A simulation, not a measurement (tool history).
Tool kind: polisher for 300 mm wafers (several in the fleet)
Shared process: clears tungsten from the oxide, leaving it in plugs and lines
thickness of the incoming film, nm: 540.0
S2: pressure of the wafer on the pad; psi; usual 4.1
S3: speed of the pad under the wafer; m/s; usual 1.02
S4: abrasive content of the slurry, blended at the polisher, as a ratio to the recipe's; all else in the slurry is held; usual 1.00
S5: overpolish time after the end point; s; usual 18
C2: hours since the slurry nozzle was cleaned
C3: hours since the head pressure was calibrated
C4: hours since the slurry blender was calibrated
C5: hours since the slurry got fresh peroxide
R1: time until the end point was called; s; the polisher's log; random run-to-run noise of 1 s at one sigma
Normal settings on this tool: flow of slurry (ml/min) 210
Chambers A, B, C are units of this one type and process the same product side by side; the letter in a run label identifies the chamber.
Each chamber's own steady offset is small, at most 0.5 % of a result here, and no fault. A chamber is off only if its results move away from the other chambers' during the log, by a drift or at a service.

{"hour": 1.6, "done": "chamber C: slurry tank refilled with fresh slurry and peroxide"}
{"run": "1B", "hour": 3.6, "flow of slurry (ml/min)": 210, "S2": 4.1, "S3": 1.02, "S4": 1.0, "S5": 18, "wafers polished on this pad": 448, "C2": 441.2, "C3": 122.5, "C4": 242.0, "C5": 83.7, "R1": 126.39}
{"hour": 8.0, "done": "chamber A: slurry tank refilled with fresh slurry and peroxide"}
{"run": "2A", "hour": 8.0, "flow of slurry (ml/min)": 210, "S2": 4.1, "S3": 1.02, "S4": 1.0, "S5": 18, "wafers polished on this pad": 180, "C2": 375.8, "C3": 1078.1, "C4": 60.2, "C5": 0.1, "R1": 128.52}
{"hour": 12.1, "done": "chamber C: slurry nozzle cleaned"}
{"run": "3C", "hour": 12.4, "flow of slurry (ml/min)": 210, "S2": 4.1, "S3": 1.02, "S4": 1.0, "S5": 18, "wafers polished on this pad": 1074, "C2": 0.4, "C3": 847.9, "C4": 189.9, "C5": 10.8, "R1": 126.82}
{"run": "4B", "hour": 14.7, "flow of slurry (ml/min)": 210, "S2": 4.1, "S3": 1.02, "S4": 1.0, "S5": 18, "wafers polished on this pad": 552, "C2": 452.3, "C3": 133.6, "C4": 253.1, "C5": 94.8, "R1": 127.23}
{"run": "5C", "hour": 17.1, "flow of slurry (ml/min)": 210, "S2": 4.1, "S3": 1.02, "S4": 1.0, "S5": 18, "wafers polished on this pad": 1118, "C2": 5.1, "C3": 852.6, "C4": 194.6, "C5": 15.5, "R1": 127.42}
{"run": "6A", "hour": 19.5, "flow of slurry (ml/min)": 210, "S2": 4.1, "S3": 1.02, "S4": 1.0, "S5": 18, "wafers polished on this pad": 288, "C2": 387.3, "C3": 1089.6, "C4": 71.7, "C5": 11.6, "R1": 127.91}
{"run": "7A", "hour": 22.2, "flow of slurry (ml/min)": 210, "S2": 4.1, "S3": 1.02, "S4": 1.0, "S5": 18, "wafers polished on this pad": 314, "C2": 390.0, "C3": 1092.3, "C4": 74.4, "C5": 14.3, "R1": 126.03}
{"run": "8C", "hour": 26.3, "flow of slurry (ml/min)": 210, "S2": 4.1, "S3": 1.02, "S4": 1.0, "S5": 29, "wafers polished on this pad": 1204, "C2": 14.3, "C3": 861.8, "C4": 203.8, "C5": 24.7, "R1": 127.02}
{"run": "9B", "hour": 29.3, "flow of slurry (ml/min)": 210, "S2": 4.1, "S3": 1.02, "S4": 1.0, "S5": 29, "wafers polished on this pad": 689, "C2": 466.9, "C3": 148.2, "C4": 267.7, "C5": 109.4, "R1": 127.58}
{"run": "10B", "hour": 32.2, "flow of slurry (ml/min)": 210, "S2": 4.1, "S3": 1.02, "S4": 1.0, "S5": 29, "wafers polished on this pad": 716, "C2": 469.8, "C3": 151.1, "C4": 270.6, "C5": 112.3, "R1": 127.05}
{"hour": 35.5, "done": "chamber C: worn pad replaced by a new one"}
{"run": "11A", "hour": 36.4, "flow of slurry (ml/min)": 210, "S2": 4.1, "S3": 1.02, "S4": 1.0, "S5": 18, "wafers polished on this pad": 447, "C2": 404.2, "C3": 1106.5, "C4": 88.6, "C5": 28.5, "R1": 127.17}
{"hour": 38.3, "done": "chamber B: slurry nozzle cleaned"}
{"run": "12C", "hour": 39.8, "flow of slurry (ml/min)": 210, "S2": 4.1, "S3": 1.02, "S4": 1.0, "S5": 18, "wafers polished on this pad": 40, "C2": 27.8, "C3": 875.3, "C4": 217.3, "C5": 38.2, "R1": 125.06}
{"run": "13A", "hour": 42.0, "flow of slurry (ml/min)": 210, "S2": 4.1, "S3": 1.02, "S4": 1.0, "S5": 18, "wafers polished on this pad": 499, "C2": 409.8, "C3": 1112.1, "C4": 94.2, "C5": 34.1, "R1": 129.16}
{"run": "14C", "hour": 44.8, "flow of slurry (ml/min)": 210, "S2": 4.1, "S3": 1.02, "S4": 1.0, "S5": 18, "wafers polished on this pad": 87, "C2": 32.8, "C3": 880.3, "C4": 222.3, "C5": 43.2, "R1": 125.32}
{"hour": 46.7, "done": "chamber A: worn pad replaced by a new one"}
{"run": "15B", "hour": 48.8, "flow of slurry (ml/min)": 210, "S2": 4.1, "S3": 1.02, "S4": 1.0, "S5": 18, "wafers polished on this pad": 872, "C2": 10.6, "C3": 167.7, "C4": 287.2, "C5": 128.9, "R1": 128.2}
{"run": "16A", "hour": 52.8, "flow of slurry (ml/min)": 210, "S2": 4.1, "S3": 1.02, "S4": 1.0, "S5": 18, "wafers polished on this pad": 57, "C2": 420.6, "C3": 1122.9, "C4": 105.0, "C5": 44.9, "R1": 129.56}
{"run": "17C", "hour": 55.7, "flow of slurry (ml/min)": 210, "S2": 4.1, "S3": 0.74, "S4": 1.0, "S5": 18, "wafers polished on this pad": 189, "C2": 43.7, "C3": 891.2, "C4": 233.2, "C5": 54.1, "R1": 170.61}
{"hour": 56.0, "done": "chamber B: worn pad replaced by a new one"}
{"run": "18B", "hour": 57.9, "flow of slurry (ml/min)": 210, "S2": 4.1, "S3": 0.74, "S4": 1.0, "S5": 18, "wafers polished on this pad": 18, "C2": 19.7, "C3": 176.8, "C4": 296.3, "C5": 138.0, "R1": 175.16}
{"run": "19B", "hour": 61.8, "flow of slurry (ml/min)": 210, "S2": 4.1, "S3": 0.74, "S4": 1.0, "S5": 18, "wafers polished on this pad": 55, "C2": 23.6, "C3": 180.7, "C4": 300.2, "C5": 141.9, "R1": 175.87}
{"run": "20A", "hour": 65.6, "flow of slurry (ml/min)": 210, "S2": 4.1, "S3": 0.82, "S4": 1.0, "S5": 18, "wafers polished on this pad": 177, "C2": 433.4, "C3": 1135.7, "C4": 117.8, "C5": 57.7, "R1": 163.27}
{"hour": 66.3, "done": "chamber A: slurry tank refilled with fresh slurry and peroxide"}
{"run": "21C", "hour": 69.1, "flow of slurry (ml/min)": 210, "S2": 4.1, "S3": 0.82, "S4": 1.0, "S5": 18, "wafers polished on this pad": 315, "C2": 57.1, "C3": 904.6, "C4": 246.6, "C5": 67.5, "R1": 155.88}
{"run": "22A", "hour": 72.5, "flow of slurry (ml/min)": 210, "S2": 4.1, "S3": 0.82, "S4": 1.0, "S5": 18, "wafers polished on this pad": 242, "C2": 440.3, "C3": 1142.6, "C4": 124.7, "C5": 6.2, "R1": 164.31}
{"run": "23B", "hour": 75.2, "flow of slurry (ml/min)": 210, "S2": 4.1, "S3": 1.02, "S4": 1.0, "S5": 18, "wafers polished on this pad": 180, "C2": 37.0, "C3": 194.1, "C4": 313.6, "C5": 155.3, "R1": 126.78}
{"run": "24C", "hour": 78.3, "flow of slurry (ml/min)": 210, "S2": 4.1, "S3": 1.02, "S4": 1.0, "S5": 18, "wafers polished on this pad": 401, "C2": 66.3, "C3": 913.8, "C4": 255.8, "C5": 76.7, "R1": 125.1}
{"hour": 79.3, "done": "chamber A: head pressure recalibrated"}
{"run": "25C", "hour": 80.7, "flow of slurry (ml/min)": 210, "S2": 4.1, "S3": 1.02, "S4": 1.0, "S5": 18, "wafers polished on this pad": 424, "C2": 68.7, "C3": 916.2, "C4": 258.2, "C5": 79.1, "R1": 125.7}
{"run": "26B", "hour": 84.1, "flow of slurry (ml/min)": 210, "S2": 4.1, "S3": 1.14, "S4": 0.75, "S5": 18, "wafers polished on this pad": 264, "C2": 45.9, "C3": 203.0, "C4": 322.5, "C5": 164.2, "R1": 121.17}
{"run": "27A", "hour": 86.8, "flow of slurry (ml/min)": 210, "S2": 4.1, "S3": 1.14, "S4": 0.75, "S5": 18, "wafers polished on this pad": 376, "C2": 454.6, "C3": 7.5, "C4": 139.0, "C5": 20.5, "R1": 126.95}
{"run": "28B", "hour": 90.5, "flow of slurry (ml/min)": 210, "S2": 4.1, "S3": 1.14, "S4": 0.75, "S5": 18, "wafers polished on this pad": 324, "C2": 52.3, "C3": 209.4, "C4": 328.9, "C5": 170.6, "R1": 120.65}
{"hour": 92.4, "done": "chamber C: slurry blender recalibrated"}
{"run": "29A", "hour": 93.4, "flow of slurry (ml/min)": 210, "S2": 4.1, "S3": 1.02, "S4": 1.0, "S5": 18, "wafers polished on this pad": 438, "C2": 461.2, "C3": 14.1, "C4": 145.6, "C5": 27.1, "R1": 133.34}
{"run": "30C", "hour": 96.7, "flow of slurry (ml/min)": 210, "S2": 4.1, "S3": 1.02, "S4": 1.0, "S5": 18, "wafers polished on this pad": 574, "C2": 84.7, "C3": 932.2, "C4": 4.4, "C5": 95.1, "R1": 125.37}
{"run": "31C", "hour": 99.6, "flow of slurry (ml/min)": 210, "S2": 4.1, "S3": 1.02, "S4": 1.0, "S5": 18, "wafers polished on this pad": 601, "C2": 87.6, "C3": 935.1, "C4": 7.3, "C5": 98.0, "R1": 125.21}
{"run": "32B", "hour": 103.4, "flow of slurry (ml/min)": 210, "S2": 4.1, "S3": 1.02, "S4": 1.0, "S5": 18, "wafers polished on this pad": 445, "C2": 65.2, "C3": 222.3, "C4": 341.8, "C5": 183.5, "R1": 126.65}
{"run": "33A", "hour": 105.9, "flow of slurry (ml/min)": 210, "S2": 4.1, "S3": 1.02, "S4": 1.0, "S5": 18, "wafers polished on this pad": 555, "C2": 473.7, "C3": 26.6, "C4": 158.1, "C5": 39.6, "R1": 136.03}
{"hour": 106.9, "done": "chamber A: worn pad replaced by a new one"}
{"run": "34A", "hour": 108.5, "flow of slurry (ml/min)": 210, "S2": 4.1, "S3": 1.02, "S4": 1.0, "S5": 18, "wafers polished on this pad": 15, "C2": 476.3, "C3": 29.2, "C4": 160.7, "C5": 42.2, "R1": 135.88}
{"run": "35C", "hour": 112.6, "flow of slurry (ml/min)": 210, "S2": 4.1, "S3": 0.8, "S4": 1.0, "S5": 18, "wafers polished on this pad": 723, "C2": 100.6, "C3": 948.1, "C4": 20.3, "C5": 111.0, "R1": 160.26}

All 3 chambers run these settings next. Forecast each chamber's results:
{"run": "36A", "hour": 115.9, "flow of slurry (ml/min)": 210, "S2": 4.1, "S3": 1.02, "S4": 1.0, "S5": 18, "R1": "?"}
{"run": "36B", "hour": 115.9, "flow of slurry (ml/min)": 210, "S2": 4.1, "S3": 1.02, "S4": 1.0, "S5": 18, "R1": "?"}
{"run": "36C", "hour": 115.9, "flow of slurry (ml/min)": 210, "S2": 4.1, "S3": 1.02, "S4": 1.0, "S5": 18, "R1": "?"}

run=36A R1=137.30
run=36B R1=126.38
run=36C R1=127.00

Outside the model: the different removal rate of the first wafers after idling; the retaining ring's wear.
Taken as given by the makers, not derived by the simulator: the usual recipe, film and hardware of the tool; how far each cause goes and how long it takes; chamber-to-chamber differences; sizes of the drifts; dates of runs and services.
